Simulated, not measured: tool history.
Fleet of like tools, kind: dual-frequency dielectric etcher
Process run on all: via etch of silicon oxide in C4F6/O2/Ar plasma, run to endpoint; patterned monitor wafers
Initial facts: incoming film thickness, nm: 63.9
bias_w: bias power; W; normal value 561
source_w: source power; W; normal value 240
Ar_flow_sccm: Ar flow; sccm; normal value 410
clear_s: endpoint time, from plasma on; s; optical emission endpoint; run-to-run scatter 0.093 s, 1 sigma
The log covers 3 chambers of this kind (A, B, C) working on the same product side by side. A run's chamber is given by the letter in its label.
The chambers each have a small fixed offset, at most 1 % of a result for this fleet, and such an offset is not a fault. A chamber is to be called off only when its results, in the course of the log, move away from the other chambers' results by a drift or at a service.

run	hour	bias_w	source_w	Ar_flow_sccm	clear_s
1B	5.5	561	240	410	17.004
2A	9.6	561	240	410	16.904
3C	13.5	561	240	410	16.615
4C	17.5	561	240	410	16.724
5A	23.1	561	240	410	17.065
6B	26.2	561	240	410	16.764
7A	31.4	561	240	410	16.901
8B	35.8	561	240	410	16.813
9C	40.0	561	240	410	16.487
10C	45.1	561	240	410	16.715
11A	49.6	561	240	410	16.954
# hour 51.7: chamber B: wet clean of the chamber
12B	54.7	561	240	410	17.490
13C	60.3	561	240	410	16.504
14B	64.5	497	240	410	18.572
15A	67.5	497	240	410	17.773
16A	72.2	497	240	410	17.628
17C	77.1	561	240	410	16.729
18B	80.3	561	240	410	17.554
19B	85.5	561	240	410	17.735
20A	90.2	561	240	410	16.948
21C	94.8	561	240	410	16.590
22A	99.5	678	270	410	15.055
23C	104.5	678	270	410	14.881
24B	107.9	678	270	410	15.513
25C	110.8	561	240	410	16.605
26A	113.7	561	240	410	17.021
27B	117.5	561	240	410	17.412
28C	120.7	561	240	410	16.452
29A	125.5	561	240	410	17.031
30B	130.9	561	240	410	17.530
31A	136.0	561	240	410	16.945

Predict what each chamber gives when all 3 of them run the settings below next.
32A	140.0	561	240	410	?
32B	140.0	561	240	410	?
32C	140.0	561	240	410	?

run	clear_s
32A	16.978
32B	17.537
32C	16.710
